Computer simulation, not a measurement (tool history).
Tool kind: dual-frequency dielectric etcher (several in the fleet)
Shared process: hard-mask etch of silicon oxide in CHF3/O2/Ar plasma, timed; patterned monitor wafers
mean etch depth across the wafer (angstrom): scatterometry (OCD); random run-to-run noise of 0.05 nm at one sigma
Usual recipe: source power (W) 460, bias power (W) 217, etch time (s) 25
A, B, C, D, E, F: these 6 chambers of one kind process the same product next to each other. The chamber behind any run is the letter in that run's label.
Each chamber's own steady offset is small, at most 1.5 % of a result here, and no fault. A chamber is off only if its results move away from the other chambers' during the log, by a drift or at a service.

| run | hour | source power (W) | bias power (W) | etch time (s) | read-back reference wafer on the same gauge, depth_nm | mean etch depth across the wafer (angstrom) |
|---|---|---|---|---|---|---|
| 1C | 3.8 | 460 | 217 | 25 | 38.495 | 480.25 |
|  | 6.8 | chamber A: source power generator calibrated |
| 2A | 12.1 | 460 | 217 | 25 | 38.505 | 483.43 |
|  | 13.3 | chamber C: wet clean of the chamber |
| 3E | 17.5 | 460 | 217 | 25 | 38.513 | 477.12 |
| 4D | 23.1 | 460 | 217 | 25 | 38.511 | 476.18 |
| 5F | 29.7 | 460 | 217 | 25 | 38.516 | 476.76 |
|  | 34.7 | chamber C: source power generator calibrated |
| 6B | 36.9 | 460 | 217 | 25 | 38.516 | 476.73 |
| 7F | 44.4 | 460 | 217 | 25 | 38.526 | 477.23 |
| 8A | 52.3 | 460 | 217 | 25 | 38.526 | 483.55 |
| 9C | 60.1 | 460 | 217 | 25 | 38.535 | 480.19 |
| 10E | 67.5 | 460 | 217 | 25 | 38.546 | 477.72 |
| 11D | 75.3 | 460 | 217 | 25 | 38.543 | 476.82 |
| 12B | 80.9 | 460 | 217 | 25 | 38.548 | 476.82 |
| 13D | 88.2 | 460 | 177 | 22 | 38.55 | 390.34 |
|  | 90.5 | chamber A: wet clean of the chamber |
| 14C | 93.3 | 460 | 177 | 22 | 38.551 | 393.86 |
| 15E | 97.5 | 460 | 177 | 22 | 38.56 | 391.72 |
| 16B | 103.9 | 460 | 177 | 22 | 38.559 | 391.87 |
| 17A | 109.4 | 460 | 177 | 22 | 38.561 | 396.49 |
|  | 113.1 | chamber B: wet clean of the chamber |
| 18F | 117.7 | 460 | 177 | 22 | 38.564 | 390.82 |
| 19E | 125.3 | 460 | 217 | 25 | 38.566 | 477.06 |
| 20F | 130.3 | 460 | 217 | 25 | 38.59 | 477.63 |
| 21C | 138.3 | 460 | 217 | 25 | 38.581 | 480.27 |
| 22B | 144.9 | 460 | 217 | 25 | 38.586 | 477.15 |
| 23D | 149.7 | 530 | 217 | 25 | 38.601 | 502.39 |
| 24A | 157.8 | 530 | 217 | 25 | 38.599 | 511.88 |
| 25A | 166.4 | 530 | 217 | 25 | 38.6 | 510.86 |
| 26F | 170.7 | 530 | 217 | 25 | 38.6 | 503.8 |
|  | 172.8 | chamber D: bias power generator calibrated |
|  | 176.9 | chamber E: source power generator calibrated |
| 27C | 177 | 530 | 217 | 25 | 38.596 | 506.46 |
| 28B | 183.8 | 530 | 217 | 25 | 38.604 | 503.59 |
|  | 188.7 | chamber C: bias power generator calibrated |
| 29D | 190.1 | 460 | 217 | 25 | 38.612 | 476.9 |
| 30E | 196.7 | 460 | 217 | 25 | 38.625 | 478.83 |
| 31B | 204.8 | 460 | 217 | 25 | 38.623 | 478.01 |
|  | 211.3 | chamber D: wet clean of the chamber |
| 32F | 211.6 | 560 | 217 | 25 | 38.635 | 515.52 |
| 33E | 216.6 | 560 | 217 | 25 | 38.634 | 515.53 |
| 34D | 222 | 560 | 217 | 25 | 38.633 | 514.98 |
| 35A | 227.2 | 560 | 217 | 25 | 38.634 | 522.64 |
| 36C | 231.8 | 560 | 217 | 25 | 38.639 | 517.72 |
| 37A | 239.2 | 560 | 217 | 25 | 38.643 | 522.66 |
| 38D | 244 | 510 | 217 | 25 | 38.64 | 496.16 |
| 39C | 250.5 | 510 | 217 | 25 | 38.642 | 500.32 |
|  | 255.3 | chamber E: wet clean of the chamber |
| 40E | 259.1 | 510 | 217 | 25 | 38.661 | 497.25 |
| 41B | 267.7 | 510 | 217 | 25 | 38.668 | 497.5 |
| 42F | 275.8 | 510 | 217 | 25 | 38.661 | 497 |

Is one chamber out of step, is the gauge drifting, or do the chambers differ by no more than their own small offsets? For an off chamber, give its letter and the likeliest cause.

No chamber is off; the gauge reading every chamber's wafers drifts, which makes the whole fleet appear to move together.
Likeliest cause: gauge reads high (%) = 0.431.
